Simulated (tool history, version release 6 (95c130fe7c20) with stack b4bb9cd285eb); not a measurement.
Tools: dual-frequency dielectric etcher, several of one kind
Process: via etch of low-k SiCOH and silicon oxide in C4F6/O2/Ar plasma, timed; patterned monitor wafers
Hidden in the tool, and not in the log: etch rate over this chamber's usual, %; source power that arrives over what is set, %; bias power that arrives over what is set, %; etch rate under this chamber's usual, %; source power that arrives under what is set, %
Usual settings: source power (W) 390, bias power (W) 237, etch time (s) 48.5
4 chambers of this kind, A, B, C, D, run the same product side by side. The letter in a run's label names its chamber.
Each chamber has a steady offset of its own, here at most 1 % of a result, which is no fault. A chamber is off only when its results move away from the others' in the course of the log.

run,hour,source power (W),bias power (W),etch time (s),hours since the last wet clean,hours since the last source power generator calibration,hours since the last bias power generator calibration,"read-back reference wafer on the same gauge, depth_nm",mean etch depth across the wafer (Å)
1D,12,390,237,48.5,391.2,2468.8,163.7,155.11,1365.7
2B,26.9,390,237,48.5,259.8,2343.9,183.8,154.94,1354.5
3A,34.9,390,237,48.5,285.3,899,2486.9,155.25,1369.3
4C,44.8,390,237,48.5,509.7,616,3941.6,155.08,1366.4
5D,55.9,390,237,48.5,435.1,2512.7,207.6,154.85,1372.9
6A,68,390,237,48.5,318.4,932.1,2520,154.81,1383.4
7C,76.1,390,237,48.5,541,647.3,3972.9,154.81,1370.1
8B,90.3,390,237,48.5,323.2,2407.3,247.2,154.95,1356.8
9D,98.1,390,237,48.5,477.3,2554.9,249.8,155.25,1359.2
10C,104.7,390,237,48.5,569.6,675.9,4001.5,154.94,1356.9
11B,114.5,390,237,48.5,347.4,2431.5,271.4,155.18,1361.7
# hour 115.6: chamber C: bias power generator calibrated
12A,122.6,390,237,48.5,373,986.7,2574.6,155.1,1368.7
13C,136,390,237,48.5,600.9,707.2,20.4,154.94,1367.6
# hour 145.3: chamber D: wet clean of the chamber
14B,145.9,390,237,48.5,378.8,2462.9,302.8,155.18,1359.1
15D,160.7,390,237,48.5,15.5,2617.5,312.4,155.24,1324
16A,171.1,390,237,48.5,421.5,1035.2,2623.1,154.92,1366.6
17C,182.2,390,237,48.5,647.1,753.4,66.6,155.04,1365.9
18B,190.9,390,237,48.5,423.8,2507.9,347.8,155.07,1357.6
# hour 198.1: chamber C: wet clean of the chamber
# hour 204.7: chamber A: wet clean of the chamber
19A,204.8,390,237,48.5,0.1,1068.9,2656.8,155.24,1372.1
20D,212.6,390,237,48.5,67.4,2669.4,364.3,154.97,1333.8
21A,221.3,390,237,48.5,16.6,1085.4,2673.3,154.93,1377.9
22D,228.2,390,237,41.5,83,2685,379.9,154.96,1135.7
23B,243,390,237,41.5,475.9,2560,399.9,154.93,1153.6
24C,255.4,390,237,41.5,57.3,826.6,139.8,154.95,1159.9
25A,266.9,390,237,41.5,62.2,1131,2718.9,155.1,1160.3
26B,276.2,390,237,48.5,509.1,2593.2,433.1,154.98,1374.3
27C,286.8,390,237,48.5,88.7,858,171.2,155.02,1365.1
28D,296,390,237,48.5,150.8,2752.8,447.7,155.1,1328.7
29A,304.6,390,237,48.5,99.9,1168.7,2756.6,154.87,1377.1
# hour 310.4: chamber B: wet clean of the chamber
30B,316.2,390,237,48.5,5.8,2633.2,473.1,154.97,1365.7
31D,325.5,390,181,43.5,180.3,2782.3,477.2,155.1,1097.2
32C,332.1,390,181,43.5,134,903.3,216.5,154.79,1118.8
33A,343,390,181,43.5,138.3,1207.1,2795,155.23,1124.1
34C,356.6,390,181,43.5,158.5,927.8,241,154.9,1108.4
35B,371.2,390,237,48.5,60.8,2688.2,528.1,155.06,1360.5
36D,377.8,390,237,48.5,232.6,2834.6,529.5,155.05,1329.1
37B,384.4,390,237,48.5,74,2701.4,541.3,155.11,1367.4
38D,398.2,390,237,43.5,253,2855,549.9,154.97,1190.3
39C,410.2,390,237,43.5,212.1,981.4,294.6,154.98,1220.7
40A,423.7,390,237,43.5,219,1287.8,2875.7,155.05,1226.2
41B,437.9,390,237,43.5,127.5,2754.9,594.8,154.83,1215.6

Is one chamber off against the others, does the gauge drift, or is nothing wrong? If a chamber is off, say which, and what the likeliest cause is.

A service left chamber D off against the others.
Cause: etch rate under this chamber's usual, % = 3.23.

Here are 4 candidates for chamber D's next run, each the usual settings with a change, their results left as question marks. Which one brings its results back in line with what the others give on the usual settings?
In line means no further than this from the other chambers' mean on the usual settings: mean etch depth across the wafer (Å) 25
42D-1,448.7,370,229,48.5,,,,,?
42D-2,448.7,350,219,48.5,,,,,?
42D-3,448.7,420,237,48.5,,,,,?
42D-4,448.7,390,237,51.5,,,,,?

The other chambers' mean on the usual settings: mean etch depth across the wafer (Å) 1364.8
run,mean etch depth across the wafer (Å)
42D-1,1283.5
42D-2,1237.9
42D-3,1363.2
42D-4,1406.7
42D-3 brings the chamber back in line.
